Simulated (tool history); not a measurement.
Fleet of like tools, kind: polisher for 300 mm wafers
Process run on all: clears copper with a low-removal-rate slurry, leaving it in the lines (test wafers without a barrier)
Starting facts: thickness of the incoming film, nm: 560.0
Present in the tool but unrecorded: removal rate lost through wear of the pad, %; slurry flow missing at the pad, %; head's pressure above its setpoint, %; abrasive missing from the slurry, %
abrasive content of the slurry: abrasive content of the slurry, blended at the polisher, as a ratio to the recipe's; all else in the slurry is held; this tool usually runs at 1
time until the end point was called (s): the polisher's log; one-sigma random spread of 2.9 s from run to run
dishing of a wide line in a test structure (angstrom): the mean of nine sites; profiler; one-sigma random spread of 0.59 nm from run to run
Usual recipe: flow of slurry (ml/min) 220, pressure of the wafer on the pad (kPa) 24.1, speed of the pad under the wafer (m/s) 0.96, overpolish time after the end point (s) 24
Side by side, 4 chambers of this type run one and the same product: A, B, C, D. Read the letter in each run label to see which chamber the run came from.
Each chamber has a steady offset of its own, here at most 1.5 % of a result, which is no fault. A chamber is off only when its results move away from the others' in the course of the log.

run	hour	flow of slurry (ml/min)	pressure of the wafer on the pad (kPa)	speed of the pad under the wafer (m/s)	abrasive content of the slurry	overpolish time after the end point (s)	wafers polished on this pad	hours since the slurry nozzle was cleaned	hours since the head pressure was calibrated	hours since the slurry blender was calibrated	time until the end point was called (s)	dishing of a wide line in a test structure (angstrom)
# hour 1.6: chamber B: worn pad replaced by a new one
1D	5.1	220	24.1	0.96	1	24	467	66.4	121.3	377.3	169.29	455.35
2B	9.1	220	24.1	0.96	1	24	38	413.8	536.4	276.0	165.62	453.93
3C	17.2	220	24.1	0.96	1	24	698	95.5	646.3	395.2	168.75	455.20
4A	24.0	220	24.1	0.96	1	24	187	399.0	332.6	82.2	170.60	459.33
# hour 24.1: chamber B: slurry nozzle cleaned
# hour 24.3: chamber C: slurry blender recalibrated
# hour 26.1: chamber C: worn pad replaced by a new one
5D	31.4	220	24.1	0.96	1	24	602	92.7	147.6	403.6	171.10	469.46
6B	35.1	220	24.1	0.96	1	24	171	11.0	562.4	302.0	174.58	454.48
7C	39.9	220	24.1	0.96	1	24	70	118.2	669.0	15.6	165.25	456.11
# hour 43.1: chamber A: slurry nozzle cleaned
8A	46.9	220	24.1	0.96	1	24	304	3.8	355.5	105.1	168.66	471.58
9A	52.2	220	24.1	0.96	1	24	331	9.1	360.8	110.4	168.22	468.38
10D	58.1	220	24.1	0.96	1	24	738	119.4	174.3	430.3	168.65	463.97
# hour 64.1: chamber A: slurry blender recalibrated
11B	64.8	220	24.1	0.96	1	24	323	40.7	592.1	331.7	170.79	448.83
12C	70.0	220	24.1	0.96	1	24	224	148.3	699.1	45.7	169.25	462.12
13A	76.9	220	24.1	0.96	1	24	457	33.8	385.5	12.8	171.22	467.09
# hour 82.1: chamber D: slurry blender recalibrated
14B	85.0	220	24.1	0.96	1	24	426	60.9	612.3	351.9	169.74	452.02
15C	91.4	220	24.1	0.96	1	24	333	169.7	720.5	67.1	167.84	453.58
16D	96.4	220	24.1	0.96	1	24	934	157.7	212.6	14.3	170.32	449.26
17D	101.8	220	24.1	0.96	1	24	961	163.1	218.0	19.7	169.86	446.44
# hour 104.4: chamber D: worn pad replaced by a new one
# hour 105.3: chamber C: slurry nozzle cleaned
18C	105.5	220	20.7	0.96	1	14	406	0.2	734.6	81.2	196.15	268.54
19A	112.4	220	20.7	0.96	1	14	639	69.3	421.0	48.3	196.05	269.10
20B	116.9	220	20.7	0.96	1	14	589	92.8	644.2	383.8	197.71	265.37
21D	121.4	220	20.7	0.96	1	14	86	182.7	237.6	39.3	196.22	265.52
# hour 127.0: chamber B: worn pad replaced by a new one
22B	128.7	220	24.1	0.96	1	24	8	104.6	656.0	395.6	172.86	458.00
23A	135.2	220	24.1	0.96	1	24	755	92.1	443.8	71.1	169.92	465.07
24C	140.2	220	24.1	0.96	1	24	583	34.9	769.3	115.9	167.43	460.81
25D	146.9	220	24.1	0.96	1	24	217	208.2	263.1	64.8	174.31	463.24
26C	151.1	220	24.1	0.96	1	24	639	45.8	780.2	126.8	172.08	452.02
27A	158.8	220	24.1	0.96	1	24	876	115.7	467.4	94.7	170.95	465.59

Next, all 4 chambers run the settings below, one line each with question marks for the results. What does each chamber give?
28A	164.8	220	24.1	0.96	1	24					?	?
28B	164.8	220	24.1	0.96	1	24					?	?
28C	164.8	220	24.1	0.96	1	24					?	?
28D	164.8	220	24.1	0.96	1	24					?	?

run	time until the end point was called (s)	dishing of a wide line in a test structure (angstrom)
28A	166.25	458.38
28B	169.90	451.70
28C	170.37	458.58
28D	168.76	467.45
